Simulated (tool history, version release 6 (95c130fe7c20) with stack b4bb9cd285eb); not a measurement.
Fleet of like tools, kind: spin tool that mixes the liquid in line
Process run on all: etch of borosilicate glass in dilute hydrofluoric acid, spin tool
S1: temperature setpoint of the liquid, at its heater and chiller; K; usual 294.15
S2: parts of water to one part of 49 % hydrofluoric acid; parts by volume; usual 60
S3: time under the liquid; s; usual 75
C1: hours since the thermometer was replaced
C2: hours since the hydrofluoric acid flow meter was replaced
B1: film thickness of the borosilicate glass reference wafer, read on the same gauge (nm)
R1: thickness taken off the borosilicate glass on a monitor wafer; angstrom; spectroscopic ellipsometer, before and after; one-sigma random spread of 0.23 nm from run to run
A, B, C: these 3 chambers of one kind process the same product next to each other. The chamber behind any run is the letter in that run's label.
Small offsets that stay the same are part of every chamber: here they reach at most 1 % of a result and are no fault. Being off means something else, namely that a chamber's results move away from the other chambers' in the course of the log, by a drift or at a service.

run   hour      S1  S2  S3     C1      C2      B1      R1
 1B    9.2  294.15  60  75  259.2   550.6  100.02  356.97
 2C   22.1  294.15  60  75  477.9  1403.4  99.993  361.69
 3A   35.5  294.15  60  75  187.8   235.4  99.997  360.97
 4A   45.6  294.15  60  75  197.9   245.5  100.01  359.25
 5C   53.7  294.15  60  75  509.5    1435     100  354.28
 6B     64  294.15  60  75    314   605.4  100.01   354.3
 7C   71.3  291.65  60  75  527.1  1452.6   99.98  321.67
 8B   78.9  291.65  60  75  328.9   620.3     100  319.91
 9A   85.8  291.65  60  75  238.1   285.7  100.01  322.36
10C   96.1  294.15  60  75  551.9  1477.4  99.998     356
11B  109.5  294.15  60  75  359.5   650.9  100.01   353.5
12A  121.8  294.15  60  75  274.1   321.7  99.993   362.5
13B  134.3  294.15  60  75  384.3   675.7  99.994  357.32
14C  143.7  294.15  60  75  599.5    1525  99.985  361.33
15A  157.3  296.15  60  45  309.6   357.2  100.01  236.37
16C  170.3  296.15  60  45  626.1  1551.6  99.989  231.15
17A  180.9  296.15  60  45  333.2   380.8  100.02  237.63
18B  187.3  294.15  60  75  437.3   728.7  99.984   358.3
     191.6  -- chamber C: hydrofluoric acid flow meter replaced
19A    196  294.15  60  75  348.3   395.9     100  362.34
20B  207.5  294.15  60  75  457.5   748.9     100  360.46
21C  216.1  294.15  60  75  671.9    24.6  99.992  356.53
22B  229.2  294.15  60  75  479.2   770.6  99.998  360.06
23A  237.3  294.15  60  75  389.6   437.2  99.997  361.92
24C  245.2  294.15  60  75    701    53.7  99.979  360.23
25B  255.6  294.15  60  75  505.6     797     100  356.86
26A  268.6  294.15  60  75  420.9   468.5  100.01  362.25
27C  281.4  294.15  60  75  737.2    89.9  99.999  360.89

One chamber off, gauge drift, or nothing amiss beyond the chambers' own small offsets? If it is a chamber, which one, and what is the likeliest cause?

No chamber is off and the gauge is stable; the differences are just each chamber's small, constant offset.
